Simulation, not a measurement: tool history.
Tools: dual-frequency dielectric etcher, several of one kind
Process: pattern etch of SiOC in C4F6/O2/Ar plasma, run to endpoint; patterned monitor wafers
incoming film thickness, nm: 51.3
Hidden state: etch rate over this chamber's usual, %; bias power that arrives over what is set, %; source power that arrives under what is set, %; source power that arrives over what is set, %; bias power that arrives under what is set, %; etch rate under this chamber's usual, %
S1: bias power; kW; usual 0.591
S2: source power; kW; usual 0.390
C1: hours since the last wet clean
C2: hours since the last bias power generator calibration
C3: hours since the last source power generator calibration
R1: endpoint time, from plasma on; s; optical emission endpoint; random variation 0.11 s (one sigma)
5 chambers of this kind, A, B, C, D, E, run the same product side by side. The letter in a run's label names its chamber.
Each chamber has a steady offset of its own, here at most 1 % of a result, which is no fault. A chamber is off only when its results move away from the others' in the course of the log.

run	hour	S1	S2	C1	C2	C3	R1
1E	3.6	0.591	0.390	278.0	1117.7	3331.9	16.401
2C	7.7	0.591	0.390	321.2	806.0	4782.0	16.383
3B	13.8	0.591	0.390	489.7	364.5	1280.3	16.325
4D	21.7	0.591	0.390	401.7	1231.5	3664.4	16.337
5A	28.9	0.591	0.390	121.7	808.0	933.4	16.498
6A	33.9	0.591	0.390	126.7	813.0	938.4	16.401
7E	40.1	0.591	0.390	314.5	1154.2	3368.4	16.228
8C	43.8	0.724	0.320	357.3	842.1	4818.1	16.291
9D	47.9	0.724	0.320	427.9	1257.7	3690.6	16.474
10B	54.2	0.724	0.320	530.1	404.9	1320.7	16.024
11B	58.7	0.724	0.320	534.6	409.4	1325.2	16.259
12C	66.0	0.724	0.320	379.5	864.3	4840.3	16.253
13D	70.4	0.591	0.390	450.4	1280.2	3713.1	16.502
# hour 70.8: chamber B: wet clean of the chamber
14A	76.5	0.591	0.390	169.3	855.6	981.0	16.344
15E	81.9	0.715	0.320	356.3	1196.0	3410.2	16.253
# hour 85.9: chamber D: wet clean of the chamber
16E	86.6	0.715	0.320	361.0	1200.7	3414.9	16.434
17A	93.4	0.715	0.320	186.2	872.5	997.9	16.530
18C	99.3	0.715	0.320	412.8	897.6	4873.6	16.422
19B	103.6	0.715	0.320	32.9	454.3	1370.1	16.260
20D	107.6	0.591	0.390	21.7	1317.4	3750.3	16.549
21A	112.1	0.591	0.390	204.9	891.2	1016.6	16.372
22E	116.1	0.474	0.440	390.5	1230.2	3444.4	16.808
23C	123.0	0.474	0.440	436.5	921.3	4897.3	16.989
# hour 123.7: chamber E: wet clean of the chamber
24D	130.4	0.474	0.440	44.5	1340.2	3773.1	17.150
25B	135.4	0.474	0.440	64.7	486.1	1401.9	16.886
26D	141.5	0.474	0.440	55.6	1351.3	3784.2	16.850
27B	147.2	0.591	0.390	76.5	497.9	1413.7	16.295
28E	155.3	0.591	0.390	31.7	1269.4	3483.6	16.208
29A	163.5	0.591	0.390	256.3	942.6	1068.0	16.389
30C	169.1	0.591	0.390	482.6	967.4	4943.4	16.535
31E	175.2	0.591	0.390	51.6	1289.3	3503.5	16.478
32D	182.9	0.722	0.470	97.0	1392.7	3825.6	14.078
33B	190.2	0.722	0.470	119.5	540.9	1456.7	14.204
34A	195.3	0.722	0.470	288.1	974.4	1099.8	14.112
35C	201.7	0.722	0.470	515.2	1000.0	4976.0	14.343

Is one chamber off against the others, does the gauge drift, or is nothing wrong? If a chamber is off, say which, and what the likeliest cause is.

No chamber stands off beyond its own small offset, and the gauge holds steady.

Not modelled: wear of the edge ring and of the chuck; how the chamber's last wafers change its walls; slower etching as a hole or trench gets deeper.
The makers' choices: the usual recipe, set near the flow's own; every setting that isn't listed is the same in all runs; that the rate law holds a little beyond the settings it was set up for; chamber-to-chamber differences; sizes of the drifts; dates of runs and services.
